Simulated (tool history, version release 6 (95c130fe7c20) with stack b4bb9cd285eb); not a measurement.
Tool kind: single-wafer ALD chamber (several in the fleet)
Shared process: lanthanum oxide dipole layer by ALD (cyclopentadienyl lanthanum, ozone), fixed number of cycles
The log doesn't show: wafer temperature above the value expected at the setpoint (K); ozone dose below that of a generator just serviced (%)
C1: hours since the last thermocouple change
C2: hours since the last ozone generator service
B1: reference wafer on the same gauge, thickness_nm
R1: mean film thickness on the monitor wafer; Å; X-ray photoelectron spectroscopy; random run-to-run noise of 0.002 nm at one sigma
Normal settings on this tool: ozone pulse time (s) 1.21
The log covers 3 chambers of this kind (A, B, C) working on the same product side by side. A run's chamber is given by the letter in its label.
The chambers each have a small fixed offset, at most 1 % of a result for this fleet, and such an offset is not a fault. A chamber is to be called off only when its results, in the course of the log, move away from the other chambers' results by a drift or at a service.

Run 1B, hour 8.7: usual settings; C1 1275.5; C2 546; B1 0.52449. Result: R1 5.2877 Å.
Run 2C, hour 18.4: usual settings; C1 125.5; C2 274.3; B1 0.52566. Result: R1 5.288 Å.
Run 3A, hour 24.1: usual settings; C1 182.9; C2 275.6; B1 0.52461. Result: R1 5.2931 Å.
Run 4B, hour 30.1: usual settings; C1 1296.9; C2 567.4; B1 0.52483. Result: R1 5.3114 Å.
At hour 37.1: chamber B: ozone generator serviced.
Run 5C, hour 37.4: usual settings; C1 144.5; C2 293.3; B1 0.52464. Result: R1 5.3006 Å.
Run 6A, hour 43.6: usual settings but ozone pulse time (s) 1.51; C1 202.4; C2 295.1; B1 0.52514. Result: R1 5.5195 Å.
Run 7C, hour 51.2: usual settings but ozone pulse time (s) 1.51; C1 158.3; C2 307.1; B1 0.52504. Result: R1 5.5103 Å.
Run 8B, hour 58: usual settings but ozone pulse time (s) 1.51; C1 1324.8; C2 21; B1 0.5251. Result: R1 5.5477 Å.
Run 9A, hour 68.8: usual settings; C1 227.6; C2 320.3; B1 0.52476. Result: R1 5.2628 Å.
Run 10C, hour 75.2: usual settings; C1 182.3; C2 331.1; B1 0.52486. Result: R1 5.301 Å.
Run 11A, hour 83.8: usual settings; C1 242.6; C2 335.3; B1 0.52534. Result: R1 5.2821 Å.
Run 12B, hour 93.7: usual settings; C1 1360.5; C2 56.7; B1 0.52485. Result: R1 5.3077 Å.
Run 13B, hour 101.9: usual settings; C1 1368.7; C2 64.9; B1 0.52522. Result: R1 5.3153 Å.
Run 14A, hour 109.7: usual settings; C1 268.5; C2 361.2; B1 0.52527. Result: R1 5.2468 Å.
Run 15C, hour 115.7: usual settings; C1 222.8; C2 371.6; B1 0.52472. Result: R1 5.2561 Å.
Run 16C, hour 122.2: usual settings but ozone pulse time (s) 1.54; C1 229.3; C2 378.1; B1 0.52487. Result: R1 5.4821 Å.
Run 17B, hour 132.5: usual settings but ozone pulse time (s) 1.54; C1 1399.3; C2 95.5; B1 0.52495. Result: R1 5.605 Å.
Run 18A, hour 137.9: usual settings but ozone pulse time (s) 1.54; C1 296.7; C2 389.4; B1 0.52542. Result: R1 5.5479 Å.
Run 19B, hour 143.7: usual settings; C1 1410.5; C2 106.7; B1 0.52489. Result: R1 5.2958 Å.
Run 20C, hour 149.4: usual settings; C1 256.5; C2 405.3; B1 0.52528. Result: R1 5.1564 Å.
Run 21A, hour 158.4: usual settings; C1 317.2; C2 409.9; B1 0.5255. Result: R1 5.2607 Å.
Run 22C, hour 165.9: usual settings; C1 273; C2 421.8; B1 0.52478. Result: R1 5.1441 Å.
Run 23A, hour 173.9: usual settings; C1 332.7; C2 425.4; B1 0.52534. Result: R1 5.2615 Å.
Run 24B, hour 179.4: usual settings; C1 1446.2; C2 142.4; B1 0.5252. Result: R1 5.3217 Å.
Run 25B, hour 186.1: usual settings; C1 1452.9; C2 149.1; B1 0.52498. Result: R1 5.3191 Å.
Run 26C, hour 195.3: usual settings; C1 302.4; C2 451.2; B1 0.5253. Result: R1 5.1175 Å.
Run 27A, hour 203.1: usual settings; C1 361.9; C2 454.6; B1 0.5251. Result: R1 5.2965 Å.

Has any chamber moved away from the others, gradually or after a service, or does the common gauge drift, or do the chambers differ only by their own small steady offsets? State the chamber and the most likely cause if one applies.

One chamber, C, drifts off from the rest bit by bit.
Likeliest cause: ozone dose below that of a generator just serviced (%) = 14.5.

Which of the 4 candidates below, each the usual settings with something changed and its results left as question marks, puts chamber C back in line with what the other chambers give on the usual settings?
In line means no further than this from the other chambers' mean on the usual settings: R1 0.072 Å
Run 28C-1, hour 210.9: usual settings but ozone pulse time (s) 1.07. Result: R1 ?.
Run 28C-2, hour 210.9: usual settings but ozone pulse time (s) 0.96. Result: R1 ?.
Run 28C-3, hour 210.9: usual settings but ozone pulse time (s) 1.4. Result: R1 ?.
Run 28C-4, hour 210.9: usual settings but ozone pulse time (s) 1.63. Result: R1 ?.

Other chambers, usual settings, mean: R1 5.2883 Å
  run      R1
28C-1  4.8966
28C-2  4.7077
28C-3  5.2923
28C-4   5.463
28C-3 brings the chamber back in line.
